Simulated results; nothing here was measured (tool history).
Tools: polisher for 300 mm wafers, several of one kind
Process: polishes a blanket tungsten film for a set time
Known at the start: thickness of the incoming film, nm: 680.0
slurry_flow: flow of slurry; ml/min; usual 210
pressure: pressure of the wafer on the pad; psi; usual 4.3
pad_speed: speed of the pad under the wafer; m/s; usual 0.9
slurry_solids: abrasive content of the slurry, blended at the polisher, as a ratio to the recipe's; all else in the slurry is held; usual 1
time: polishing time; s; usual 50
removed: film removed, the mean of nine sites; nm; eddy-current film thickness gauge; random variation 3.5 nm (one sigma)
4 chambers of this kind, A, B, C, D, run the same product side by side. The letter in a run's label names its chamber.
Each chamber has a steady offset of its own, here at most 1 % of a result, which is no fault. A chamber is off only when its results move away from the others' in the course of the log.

-- hour=5.9 chamber B: worn pad replaced by a new one
-- hour=8.7 chamber C: slurry tank refilled with fresh slurry and peroxide
run 1C hour=13.1 | slurry_flow=210 pressure=4.3 pad_speed=0.9 slurry_solids=1 time=50 | removed=247.41
-- hour=16.8 chamber A: head pressure recalibrated
-- hour=17.4 chamber C: worn pad replaced by a new one
-- hour=27.5 chamber B: slurry tank refilled with fresh slurry and peroxide
run 2B hour=28.2 | slurry_flow=210 pressure=4.3 pad_speed=0.9 slurry_solids=1 time=50 | removed=252.96
-- hour=31.8 chamber C: head pressure recalibrated
-- hour=33.2 chamber C: slurry blender recalibrated
-- hour=34.6 chamber D: slurry nozzle cleaned
run 3D hour=38.4 | slurry_flow=210 pressure=4.3 pad_speed=0.9 slurry_solids=1 time=50 | removed=254.05
run 4A hour=50.5 | slurry_flow=210 pressure=4.3 pad_speed=0.9 slurry_solids=1 time=50 | removed=248.52
-- hour=56.3 chamber A: worn pad replaced by a new one
run 5D hour=57.9 | slurry_flow=210 pressure=4.3 pad_speed=0.9 slurry_solids=1 time=50 | removed=250.1
-- hour=61.1 chamber D: slurry tank refilled with fresh slurry and peroxide
-- hour=65.9 chamber B: head pressure recalibrated
run 6B hour=66.4 | slurry_flow=210 pressure=4.3 pad_speed=0.9 slurry_solids=1 time=50 | removed=250.37
run 7A hour=76.1 | slurry_flow=210 pressure=4.3 pad_speed=0.9 slurry_solids=1 time=50 | removed=244.93
run 8C hour=85.2 | slurry_flow=210 pressure=4.3 pad_speed=0.9 slurry_solids=1 time=50 | removed=245.98
run 9D hour=94.9 | slurry_flow=210 pressure=4.3 pad_speed=0.9 slurry_solids=1 time=50 | removed=249.48
-- hour=108.9 chamber C: slurry tank refilled with fresh slurry and peroxide
run 10C hour=110.1 | slurry_flow=210 pressure=4.3 pad_speed=0.9 slurry_solids=1 time=50 | removed=257.1
run 11A hour=122.8 | slurry_flow=210 pressure=4.3 pad_speed=0.9 slurry_solids=1 time=50 | removed=241.82
-- hour=122.9 chamber A: slurry tank refilled with fresh slurry and peroxide
-- hour=131.9 chamber B: worn pad replaced by a new one
-- hour=132.2 chamber D: slurry blender recalibrated
run 12B hour=137.1 | slurry_flow=210 pressure=4.3 pad_speed=0.9 slurry_solids=1 time=50 | removed=249.2
run 13A hour=148.5 | slurry_flow=210 pressure=4.3 pad_speed=0.9 slurry_solids=1.2 time=50 | removed=256.66
-- hour=154 chamber B: slurry tank refilled with fresh slurry and peroxide
-- hour=158.4 chamber D: slurry tank refilled with fresh slurry and peroxide
run 14C hour=163 | slurry_flow=210 pressure=4.3 pad_speed=0.9 slurry_solids=1.2 time=50 | removed=264.58
run 15B hour=170.8 | slurry_flow=210 pressure=4.3 pad_speed=0.9 slurry_solids=1.2 time=50 | removed=263.28
-- hour=183.6 chamber A: worn pad replaced by a new one
run 16D hour=185.4 | slurry_flow=210 pressure=4.3 pad_speed=0.9 slurry_solids=1.2 time=50 | removed=258.06
run 17A hour=197.3 | slurry_flow=210 pressure=4.3 pad_speed=0.9 slurry_solids=1 time=50 | removed=247.74
-- hour=202.5 chamber A: slurry blender recalibrated
run 18D hour=205.7 | slurry_flow=210 pressure=4.3 pad_speed=0.9 slurry_solids=1 time=50 | removed=247.4
-- hour=208.3 chamber C: slurry tank refilled with fresh slurry and peroxide
run 19C hour=219.8 | slurry_flow=210 pressure=4.3 pad_speed=0.9 slurry_solids=1 time=50 | removed=250.44
-- hour=230.1 chamber C: worn pad replaced by a new one
run 20B hour=230.5 | slurry_flow=210 pressure=4.3 pad_speed=0.9 slurry_solids=1.2 time=50 | removed=259.31
run 21D hour=245.5 | slurry_flow=210 pressure=4.3 pad_speed=0.9 slurry_solids=1.2 time=50 | removed=251.68
-- hour=247.3 chamber B: worn pad replaced by a new one
-- hour=258.4 chamber C: slurry blender recalibrated
run 22A hour=261 | slurry_flow=210 pressure=4.3 pad_speed=0.9 slurry_solids=1.2 time=50 | removed=253.86
-- hour=268.8 chamber D: slurry tank refilled with fresh slurry and peroxide
-- hour=269.3 chamber A: slurry tank refilled with fresh slurry and peroxide
-- hour=272 chamber B: slurry tank refilled with fresh slurry and peroxide
run 23B hour=275.5 | slurry_flow=210 pressure=4.3 pad_speed=0.9 slurry_solids=1.2 time=50 | removed=262.6
-- hour=283.3 chamber B: slurry blender recalibrated
-- hour=286 chamber D: slurry blender recalibrated
run 24C hour=288.1 | slurry_flow=210 pressure=4.3 pad_speed=0.9 slurry_solids=1 time=50 | removed=249.7
-- hour=295.5 chamber C: slurry tank refilled with fresh slurry and peroxide
run 25C hour=299.7 | slurry_flow=210 pressure=4.3 pad_speed=0.9 slurry_solids=1 time=50 | removed=256.86
run 26D hour=312.3 | slurry_flow=210 pressure=4.3 pad_speed=0.9 slurry_solids=1 time=50 | removed=233.98
run 27B hour=326.9 | slurry_flow=210 pressure=4.3 pad_speed=0.9 slurry_solids=1 time=50 | removed=246.83
-- hour=328.1 chamber A: worn pad replaced by a new one
run 28A hour=338.2 | slurry_flow=240 pressure=4.3 pad_speed=0.9 slurry_solids=1 time=50 | removed=254.5
run 29D hour=352.8 | slurry_flow=240 pressure=4.3 pad_speed=0.9 slurry_solids=1 time=50 | removed=243.12
-- hour=364 chamber D: slurry tank refilled with fresh slurry and peroxide
run 30A hour=366.6 | slurry_flow=240 pressure=4.3 pad_speed=0.9 slurry_solids=1 time=50 | removed=258.26
-- hour=373.9 chamber B: slurry tank refilled with fresh slurry and peroxide
-- hour=374.1 chamber C: slurry tank refilled with fresh slurry and peroxide
run 31B hour=378 | slurry_flow=240 pressure=4.3 pad_speed=0.9 slurry_solids=1 time=50 | removed=251.51
-- hour=387.3 chamber B: worn pad replaced by a new one
run 32C hour=393 | slurry_flow=210 pressure=3.5 pad_speed=0.9 slurry_solids=0.75 time=50 | removed=193.54
-- hour=403.3 chamber D: slurry nozzle cleaned
-- hour=404.2 chamber A: slurry tank refilled with fresh slurry and peroxide
run 33B hour=406.6 | slurry_flow=210 pressure=3.5 pad_speed=0.9 slurry_solids=0.75 time=50 | removed=189.8
run 34C hour=415.3 | slurry_flow=210 pressure=3.5 pad_speed=0.9 slurry_solids=0.75 time=50 | removed=193.8
run 35D hour=427.4 | slurry_flow=210 pressure=3.5 pad_speed=0.9 slurry_solids=0.75 time=50 | removed=176.83
-- hour=430.7 chamber A: slurry nozzle cleaned
run 36A hour=434.5 | slurry_flow=210 pressure=4.3 pad_speed=0.9 slurry_solids=1 time=50 | removed=248.96
run 37A hour=446.9 | slurry_flow=210 pressure=4.3 pad_speed=0.9 slurry_solids=1 time=50 | removed=243.21
run 38B hour=458.8 | slurry_flow=210 pressure=4.3 pad_speed=0.9 slurry_solids=1 time=50 | removed=251.02

All 4 chambers run these settings next. Forecast each chamber's results:
run 39A hour=470 | slurry_flow=210 pressure=4.3 pad_speed=0.9 slurry_solids=1 time=50 | removed=?
run 39B hour=470 | slurry_flow=210 pressure=4.3 pad_speed=0.9 slurry_solids=1 time=50 | removed=?
run 39C hour=470 | slurry_flow=210 pressure=4.3 pad_speed=0.9 slurry_solids=1 time=50 | removed=?
run 39D hour=470 | slurry_flow=210 pressure=4.3 pad_speed=0.9 slurry_solids=1 time=50 | removed=?

run=39A removed=251.93
run=39B removed=244.84
run=39C removed=255.89
run=39D removed=228.26
